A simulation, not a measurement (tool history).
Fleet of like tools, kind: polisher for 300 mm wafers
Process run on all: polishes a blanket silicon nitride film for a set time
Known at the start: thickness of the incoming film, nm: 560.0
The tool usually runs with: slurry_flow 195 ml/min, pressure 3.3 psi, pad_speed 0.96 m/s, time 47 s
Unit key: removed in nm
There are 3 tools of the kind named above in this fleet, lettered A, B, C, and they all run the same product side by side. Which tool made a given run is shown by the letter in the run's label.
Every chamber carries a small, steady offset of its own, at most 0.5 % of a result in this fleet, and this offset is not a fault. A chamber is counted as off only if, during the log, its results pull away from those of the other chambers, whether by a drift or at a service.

run,hour,slurry_flow,pressure,pad_speed,time,removed
1B,10.5,195,3.3,0.96,47,64.357
2A,21.8,195,3.3,0.96,47,64.407
# hour 26.0: chamber C: worn pad replaced by a new one
3C,28.5,195,3.3,0.96,47,62.498
# hour 30.3: chamber A: worn pad replaced by a new one
4C,37.7,195,3.3,0.96,47,63.448
5A,48.7,195,3.3,0.96,47,64.236
6B,55.3,195,3.3,0.96,47,64.713
7C,63.6,195,3.3,0.96,47,64.057
8B,73.1,195,3.3,0.96,47,63.144
# hour 77.7: chamber C: slurry nozzle cleaned
# hour 79.6: chamber C: worn pad replaced by a new one
9A,82.4,195,3.3,0.96,47,63.312
10A,91.2,195,3.3,0.96,47,64.005
11C,98.2,195,3.3,0.96,47,65.593
12B,106.8,195,3.3,0.96,47,62.576
13C,116.9,195,3.3,0.96,47,64.218
14B,131.4,195,3.3,0.96,47,61.619
# hour 134.0: chamber A: worn pad replaced by a new one
15A,138.1,195,3.3,0.96,47,64.277
# hour 140.1: chamber C: worn pad replaced by a new one
16C,152.5,195,3.3,0.96,47,63.176
17B,162.4,195,3.3,0.96,47,61.590
18A,173.8,195,3.3,0.96,47,63.345
19B,188.4,195,3.3,0.96,47,60.797
20A,198.2,195,3.3,0.96,47,61.926
# hour 205.0: chamber C: worn pad replaced by a new one
21C,206.9,195,3.3,0.96,47,64.780
22B,221.5,235,3.3,0.96,47,60.723
# hour 223.7: chamber A: worn pad replaced by a new one
23A,236.0,235,3.3,0.96,47,64.019
24C,246.5,235,3.3,0.96,47,64.072
# hour 247.4: chamber A: slurry nozzle cleaned
25C,253.9,195,3.3,0.96,47,63.685
26B,263.0,195,3.3,0.96,47,59.248
# hour 263.5: chamber C: worn pad replaced by a new one
27A,274.4,195,3.3,1.20,57,91.267
28B,289.0,195,3.3,1.20,57,84.111
29C,299.1,195,3.3,1.20,57,93.955

Next, all 3 chambers run the settings below, one line each with question marks for the results. What does each chamber give?
30A,309.7,195,3.3,0.96,47,?
30B,309.7,195,3.3,0.96,47,?
30C,309.7,195,3.3,0.96,47,?

run,removed
30A,62.807
30B,56.957
30C,64.054

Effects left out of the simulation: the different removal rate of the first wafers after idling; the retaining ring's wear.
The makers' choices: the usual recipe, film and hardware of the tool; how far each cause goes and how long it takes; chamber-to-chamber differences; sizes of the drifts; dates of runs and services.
